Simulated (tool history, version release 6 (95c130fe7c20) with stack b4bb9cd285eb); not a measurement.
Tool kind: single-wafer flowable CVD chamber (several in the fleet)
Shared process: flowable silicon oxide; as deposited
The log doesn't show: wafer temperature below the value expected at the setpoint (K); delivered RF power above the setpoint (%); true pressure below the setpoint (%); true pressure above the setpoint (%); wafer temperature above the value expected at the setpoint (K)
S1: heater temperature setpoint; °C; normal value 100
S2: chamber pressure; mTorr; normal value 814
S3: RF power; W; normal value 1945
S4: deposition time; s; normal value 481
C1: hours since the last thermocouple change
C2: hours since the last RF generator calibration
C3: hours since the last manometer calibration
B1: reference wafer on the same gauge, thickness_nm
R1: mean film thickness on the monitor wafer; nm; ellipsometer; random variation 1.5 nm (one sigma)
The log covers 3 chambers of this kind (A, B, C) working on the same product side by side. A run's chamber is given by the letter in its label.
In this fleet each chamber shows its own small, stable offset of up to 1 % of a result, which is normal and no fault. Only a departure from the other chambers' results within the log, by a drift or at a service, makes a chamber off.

run  hour   S1   S2    S3   S4      C1      C2      C3      B1      R1
 1B     4  100  814  1945  481  1267.9  1021.7  1106.8  267.32  299.65
 2A   6.9  100  814  1945  481  1099.3   957.4   717.8  266.96   299.7
 3C  10.4  100  814  1945  481    67.9   841.5   644.4  266.64  300.05
 4A  15.6  100  814  1945  481    1108   966.1   726.5  266.74   300.9
 5B    19  100  814  1945  481  1282.9  1036.7  1121.8  267.05  298.36
 6C  22.4  100  814  1945  481    79.9   853.5   656.4  267.24  299.03
     26.9  -- chamber B: RF generator calibrated
 7B  28.3  100  814  1945  481  1292.2     1.5  1131.1   266.8  300.27
 8C  32.6  100  814  1815  434    90.1   863.7   666.6  266.66  266.13
 9A  36.6  100  814  1815  434    1129   987.1   747.5  267.01  263.51
10C  41.9  100  814  1815  434    99.4     873   675.9  266.87  266.31
11A  46.5  100  814  1945  481  1138.9     997   757.4  267.18  290.68
12B  51.3  100  814  1945  481  1315.2    24.5  1154.1  266.86  302.21
13A  57.7  100  814  1945  481  1150.1  1008.2   768.6  267.04  292.01
14C  61.2  100  814  1945  481   118.7   892.3   695.2   266.6   299.6
15B  64.1  100  814  1945  481    1328    37.3  1166.9  266.86  294.41
16B  69.1  100  814  1945  481    1333    42.3  1171.9  266.93  300.39
17A  73.8  100  814  1945  481  1166.2  1024.3   784.7  266.98  287.38
18C  79.9  100  814  1945  481   137.4     911   713.9  267.03  298.92
19B  83.4  100  814  1945  481  1347.3    56.6  1186.2  266.74  299.02
20A  88.3   93  814  1945  481  1180.7  1038.8   799.2  266.95  356.21
21C  91.5   93  814  1945  481     149   922.6   725.5  267.19  375.96

The same settings go to every chamber for the next run, one line per chamber below. Forecast the results for each:
22A  96.2  100  814  1945  481                   ?
22B  96.2  100  814  1945  481                   ?
22C  96.2  100  814  1945  481                   ?

run      R1
22A   282.5
22B  299.69
22C  301.03

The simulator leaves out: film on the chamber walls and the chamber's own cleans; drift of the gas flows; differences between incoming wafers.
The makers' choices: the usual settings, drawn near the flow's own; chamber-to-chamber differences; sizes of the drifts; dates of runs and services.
